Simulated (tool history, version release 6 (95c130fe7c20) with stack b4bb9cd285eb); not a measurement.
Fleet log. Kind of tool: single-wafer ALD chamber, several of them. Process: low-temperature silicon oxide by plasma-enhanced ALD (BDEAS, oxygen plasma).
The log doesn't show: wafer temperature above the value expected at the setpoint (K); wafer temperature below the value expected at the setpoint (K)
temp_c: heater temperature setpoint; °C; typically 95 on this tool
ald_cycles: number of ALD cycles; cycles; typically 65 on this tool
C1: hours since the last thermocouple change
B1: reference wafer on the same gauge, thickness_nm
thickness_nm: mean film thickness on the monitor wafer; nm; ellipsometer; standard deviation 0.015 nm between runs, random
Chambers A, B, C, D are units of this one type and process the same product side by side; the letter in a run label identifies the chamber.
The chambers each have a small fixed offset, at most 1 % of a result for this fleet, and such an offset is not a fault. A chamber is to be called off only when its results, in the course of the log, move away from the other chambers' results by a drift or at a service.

Run 1D, hour 8.1: usual settings; C1 664.9; B1 11.221. Result: thickness_nm 9.437 nm.
Run 2A, hour 14.1: usual settings; C1 290.9; B1 11.222. Result: thickness_nm 9.5253 nm.
Run 3B, hour 21.3: usual settings; C1 267.6; B1 11.231. Result: thickness_nm 9.4579 nm.
Run 4C, hour 33.7: usual settings; C1 2510.6; B1 11.23. Result: thickness_nm 9.4746 nm.
Run 5D, hour 44.6: usual settings; C1 701.4; B1 11.23. Result: thickness_nm 9.4638 nm.
Run 6A, hour 58.6: usual settings; C1 335.4; B1 11.232. Result: thickness_nm 9.5279 nm.
Run 7C, hour 68.7: usual settings; C1 2545.6; B1 11.238. Result: thickness_nm 9.4638 nm.
At hour 74.3: chamber C: thermocouple changed; heater temperature recalibrated.
Run 8B, hour 79: usual settings; C1 325.3; B1 11.234. Result: thickness_nm 9.4626 nm.
Run 9C, hour 88.4: usual settings but temp_c 90 °C, ald_cycles 58 cycles; C1 14.2; B1 11.236. Result: thickness_nm 8.5885 nm.
Run 10A, hour 101.4: usual settings but temp_c 90 °C, ald_cycles 58 cycles; C1 378.2; B1 11.246. Result: thickness_nm 8.6651 nm.
Run 11D, hour 111.5: usual settings but temp_c 90 °C, ald_cycles 58 cycles; C1 768.3; B1 11.251. Result: thickness_nm 8.5905 nm.
Run 12B, hour 117.7: usual settings but temp_c 90 °C, ald_cycles 58 cycles; C1 364; B1 11.246. Result: thickness_nm 8.6195 nm.
Run 13D, hour 126.4: usual settings; C1 783.2; B1 11.249. Result: thickness_nm 9.4591 nm.
Run 14C, hour 140.3: usual settings; C1 66.1; B1 11.256. Result: thickness_nm 9.4649 nm.
Run 15B, hour 147.6: usual settings; C1 393.9; B1 11.249. Result: thickness_nm 9.4704 nm.
Run 16A, hour 160.6: usual settings; C1 437.4; B1 11.261. Result: thickness_nm 9.5521 nm.
Run 17B, hour 166.9: usual settings; C1 413.2; B1 11.261. Result: thickness_nm 9.5217 nm.
Run 18C, hour 175.9: usual settings but temp_c 89 °C, ald_cycles 76 cycles; C1 101.7; B1 11.259. Result: thickness_nm 11.316 nm.
Run 19A, hour 184.9: usual settings but temp_c 89 °C, ald_cycles 76 cycles; C1 461.7; B1 11.261. Result: thickness_nm 11.406 nm.
Run 20D, hour 196.1: usual settings but temp_c 89 °C, ald_cycles 76 cycles; C1 852.9; B1 11.263. Result: thickness_nm 11.335 nm.
Run 21B, hour 204: usual settings but temp_c 89 °C, ald_cycles 76 cycles; C1 450.3; B1 11.261. Result: thickness_nm 11.332 nm.
Run 22C, hour 210.1: usual settings; C1 135.9; B1 11.269. Result: thickness_nm 9.4774 nm.
Run 23D, hour 219.1: usual settings but temp_c 102 °C; C1 875.9; B1 11.271. Result: thickness_nm 9.3073 nm.
Run 24A, hour 228.1: usual settings but temp_c 102 °C; C1 504.9; B1 11.27. Result: thickness_nm 9.3851 nm.
Run 25D, hour 240.1: usual settings but temp_c 102 °C; C1 896.9; B1 11.275. Result: thickness_nm 9.3165 nm.
Run 26B, hour 250.1: usual settings but temp_c 102 °C; C1 496.4; B1 11.28. Result: thickness_nm 9.2995 nm.
Run 27C, hour 261.7: usual settings; C1 187.5; B1 11.282. Result: thickness_nm 9.517 nm.
Run 28A, hour 270.8: usual settings; C1 547.6; B1 11.281. Result: thickness_nm 9.574 nm.
Run 29B, hour 276.9: usual settings but temp_c 90 °C; C1 523.2; B1 11.282. Result: thickness_nm 9.6642 nm.
Run 30D, hour 283.5: usual settings but temp_c 90 °C; C1 940.3; B1 11.285. Result: thickness_nm 9.6649 nm.
Run 31A, hour 290.9: usual settings but temp_c 90 °C; C1 567.7; B1 11.287. Result: thickness_nm 9.7493 nm.
Run 32C, hour 305: usual settings but temp_c 90 °C; C1 230.8; B1 11.288. Result: thickness_nm 9.7127 nm.

Has any chamber moved away from the others, gradually or after a service, or does the common gauge drift, or do the chambers differ only by their own small steady offsets? State the chamber and the most likely cause if one applies.

It is the gauge, not a chamber: its drift shows up in every chamber's results at once, and no chamber is off.
Most likely cause: gauge reads high (%) = 0.648.
